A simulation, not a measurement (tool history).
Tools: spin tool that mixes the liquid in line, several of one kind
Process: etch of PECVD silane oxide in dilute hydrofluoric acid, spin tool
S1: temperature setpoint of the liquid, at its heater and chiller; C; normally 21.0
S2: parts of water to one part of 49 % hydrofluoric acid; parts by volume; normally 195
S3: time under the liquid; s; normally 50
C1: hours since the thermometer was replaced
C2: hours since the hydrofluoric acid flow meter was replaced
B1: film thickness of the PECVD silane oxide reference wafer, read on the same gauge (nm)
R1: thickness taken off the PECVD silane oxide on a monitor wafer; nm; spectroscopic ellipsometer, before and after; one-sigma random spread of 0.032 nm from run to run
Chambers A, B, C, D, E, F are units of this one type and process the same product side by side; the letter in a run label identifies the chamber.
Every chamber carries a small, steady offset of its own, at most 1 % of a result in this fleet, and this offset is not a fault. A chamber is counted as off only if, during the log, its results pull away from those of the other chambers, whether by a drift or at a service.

run	hour	S1	S2	S3	C1	C2	B1	R1
1C	10.9	21.0	195	50	1381.2	476.0	80.001	4.4168
2B	24.7	21.0	195	50	515.1	741.1	79.994	4.4771
3E	32.1	21.0	195	50	237.5	1808.0	79.996	4.5197
# hour 43.9: chamber E: hydrofluoric acid flow meter replaced
4D	47.8	21.0	195	50	287.3	100.2	79.970	4.4681
5F	55.2	21.0	195	50	698.5	1175.3	79.998	4.5440
6A	68.3	21.0	195	50	1253.9	700.1	80.010	4.5358
7E	81.3	22.5	195	30	286.7	37.4	80.007	2.8954
8F	88.6	22.5	195	30	731.9	1208.7	80.027	2.8496
9A	101.8	22.5	195	30	1287.4	733.6	79.997	2.9020
10B	115.3	22.5	195	30	605.7	831.7	79.981	2.8529
11D	127.0	22.5	195	30	366.5	179.4	80.004	2.8813
12C	143.0	22.5	195	30	1513.3	608.1	79.986	2.8639
13B	154.4	21.0	195	50	644.8	870.8	80.021	4.4719
# hour 156.2: chamber B: hydrofluoric acid flow meter replaced
14E	165.8	21.0	195	50	371.2	121.9	80.011	4.5408
15D	177.8	21.0	195	50	417.3	230.2	79.996	4.5500
16F	189.6	21.0	195	50	832.9	1309.7	79.996	4.4887
17A	201.3	21.0	195	50	1386.9	833.1	79.966	4.5997
18C	216.2	21.0	195	50	1586.5	681.3	79.995	4.6165
19D	224.7	21.0	195	50	464.2	277.1	79.981	4.5474
# hour 233.1: chamber D: thermometer replaced
20E	233.2	21.0	195	50	438.6	189.3	79.978	4.5082
21C	243.5	21.0	195	50	1613.8	708.6	79.998	4.6477
22A	259.5	21.0	195	50	1445.1	891.3	79.975	4.5615
23B	267.9	21.0	195	50	758.3	111.8	80.001	4.4636
24F	280.3	21.0	195	50	923.6	1400.4	80.003	4.5271
25F	288.5	17.0	195	50	931.8	1408.6	79.992	3.8571
26E	300.8	17.0	195	50	506.2	256.9	79.988	3.8379
# hour 303.3: chamber E: thermometer replaced
27A	314.6	17.0	195	50	1500.2	946.4	79.999	3.8539
28D	326.1	17.0	195	50	93.0	378.5	79.983	3.8996
29B	340.1	17.0	195	50	830.5	184.0	80.009	3.8160
30C	354.1	17.0	195	50	1724.4	819.2	80.022	4.0614
# hour 355.0: chamber A: thermometer replaced
31A	361.4	21.0	195	50	6.5	993.2	79.994	4.5015
32E	368.5	21.0	195	50	65.3	324.6	79.997	4.5368
33B	376.0	21.0	195	50	866.4	219.9	80.001	4.4505
34D	387.4	21.0	195	50	154.3	439.8	79.985	4.5085
35C	403.0	21.0	195	50	1773.3	868.1	79.987	4.7305
36F	412.5	21.0	195	50	1055.8	1532.6	80.006	4.4976
37E	419.7	21.0	195	50	116.5	375.8	80.021	4.4633
38F	429.4	21.0	195	50	1072.7	1549.5	80.002	4.5911
39D	440.6	23.5	115	50	207.5	493.0	80.002	9.4013
40A	448.8	23.5	115	50	93.9	1080.6	79.987	9.0832
41C	464.9	23.5	115	50	1835.2	930.0	80.013	9.7282
42B	476.0	23.5	115	50	966.4	319.9	79.991	9.1237
43C	489.6	23.5	115	50	1859.9	954.7	79.976	9.8476
44B	503.4	23.5	115	50	993.8	347.3	80.004	9.0798

For the next run the whole fleet of 6 chambers uses the same settings. Give each chamber's results:
45A	514.9	21.0	195	50				?
45B	514.9	21.0	195	50				?
45C	514.9	21.0	195	50				?
45D	514.9	21.0	195	50				?
45E	514.9	21.0	195	50				?
45F	514.9	21.0	195	50				?

run	R1
45A	4.5178
45B	4.4666
45C	4.8869
45D	4.5167
45E	4.4894
45F	4.5524

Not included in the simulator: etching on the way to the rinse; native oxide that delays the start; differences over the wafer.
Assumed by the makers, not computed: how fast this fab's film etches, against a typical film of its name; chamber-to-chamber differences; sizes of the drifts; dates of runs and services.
